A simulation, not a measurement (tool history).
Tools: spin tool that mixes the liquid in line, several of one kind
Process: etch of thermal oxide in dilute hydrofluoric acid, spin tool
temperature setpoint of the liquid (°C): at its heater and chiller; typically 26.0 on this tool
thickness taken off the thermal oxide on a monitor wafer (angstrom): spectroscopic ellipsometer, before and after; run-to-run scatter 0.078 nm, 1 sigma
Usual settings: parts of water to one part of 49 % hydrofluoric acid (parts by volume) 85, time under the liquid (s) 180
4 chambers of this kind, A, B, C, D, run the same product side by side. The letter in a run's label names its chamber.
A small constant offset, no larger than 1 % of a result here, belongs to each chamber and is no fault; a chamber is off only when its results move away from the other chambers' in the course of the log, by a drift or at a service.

| run | hour | temperature setpoint of the liquid (°C) | parts of water to one part of 49 % hydrofluoric acid (parts by volume) | time under the liquid (s) | hours since the thermometer was replaced | hours since the hydrofluoric acid flow meter was replaced | read-back film thickness of the thermal oxide reference wafer, read on the same gauge (nm) | thickness taken off the thermal oxide on a monitor wafer (angstrom) |
|---|---|---|---|---|---|---|---|---|
| 1B | 5.5 | 26.0 | 85 | 180 | 1376.5 | 380.7 | 50.002 | 111.520 |
| 2D | 10.5 | 26.0 | 85 | 180 | 627.5 | 1119.9 | 49.990 | 112.690 |
| 3C | 13.7 | 26.0 | 85 | 180 | 16.5 | 1200.7 | 49.990 | 112.340 |
| 4A | 17.1 | 26.0 | 85 | 180 | 1416.0 | 2066.0 | 50.015 | 113.760 |
| 5D | 23.1 | 26.0 | 85 | 180 | 640.1 | 1132.5 | 50.005 | 112.040 |
| 6C | 29.2 | 26.0 | 85 | 180 | 32.0 | 1216.2 | 50.009 | 113.470 |
| 7B | 34.0 | 26.0 | 85 | 180 | 1405.0 | 409.2 | 49.995 | 110.910 |
| 8A | 38.7 | 26.0 | 85 | 180 | 1437.6 | 2087.6 | 50.004 | 112.680 |
| 9A | 43.3 | 26.0 | 85 | 120 | 1442.2 | 2092.2 | 50.018 | 74.944 |
| 10C | 48.0 | 26.0 | 85 | 120 | 50.8 | 1235.0 | 49.990 | 75.926 |
| 11D | 53.3 | 26.0 | 85 | 120 | 670.3 | 1162.7 | 50.001 | 73.948 |
| 12B | 58.1 | 26.0 | 85 | 120 | 1429.1 | 433.3 | 50.010 | 73.248 |
| 13A | 63.9 | 21.5 | 85 | 180 | 1462.8 | 2112.8 | 50.012 | 93.683 |
| 14D | 67.3 | 21.5 | 85 | 180 | 684.3 | 1176.7 | 49.995 | 92.894 |
| 15C | 73.3 | 21.5 | 85 | 180 | 76.1 | 1260.3 | 50.012 | 94.952 |
| 16B | 78.8 | 21.5 | 85 | 180 | 1449.8 | 454.0 | 49.998 | 96.563 |
| 17C | 82.9 | 26.0 | 85 | 180 | 85.7 | 1269.9 | 50.012 | 113.370 |
| 18D | 86.9 | 26.0 | 85 | 180 | 703.9 | 1196.3 | 49.989 | 110.610 |
| 19B | 93.1 | 26.0 | 85 | 180 | 1464.1 | 468.3 | 49.991 | 115.780 |
| 20A | 97.9 | 26.0 | 85 | 180 | 1496.8 | 2146.8 | 49.978 | 114.200 |
| 21A | 104.4 | 28.5 | 85 | 100 | 1503.3 | 2153.3 | 50.008 | 69.063 |
| 22D | 110.7 | 28.5 | 85 | 100 | 727.7 | 1220.1 | 49.989 | 68.217 |
| 23C | 117.2 | 28.5 | 85 | 100 | 120.0 | 1304.2 | 49.989 | 68.845 |
|  | 121.4 | chamber A: thermometer replaced |
| 24B | 123.0 | 28.5 | 85 | 100 | 1494.0 | 498.2 | 50.001 | 73.005 |
| 25A | 126.4 | 26.0 | 85 | 110 | 5.1 | 2175.3 | 50.004 | 69.722 |
| 26C | 131.0 | 26.0 | 85 | 110 | 133.8 | 1318.0 | 50.018 | 68.063 |
| 27B | 134.0 | 26.0 | 85 | 110 | 1505.0 | 509.2 | 49.994 | 74.134 |
| 28D | 137.5 | 26.0 | 85 | 110 | 754.5 | 1246.9 | 49.976 | 68.360 |
| 29A | 142.5 | 26.0 | 85 | 180 | 21.2 | 2191.4 | 50.004 | 112.960 |

Next, every chamber runs the same settings. What will each give?
| 30A | 147.2 | 26.0 | 85 | 95 |  |  |  | ? |
| 30B | 147.2 | 26.0 | 85 | 95 |  |  |  | ? |
| 30C | 147.2 | 26.0 | 85 | 95 |  |  |  | ? |
| 30D | 147.2 | 26.0 | 85 | 95 |  |  |  | ? |

| run | thickness taken off the thermal oxide on a monitor wafer (angstrom) |
|---|---|
| 30A | 58.865 |
| 30B | 64.239 |
| 30C | 60.640 |
| 30D | 58.609 |
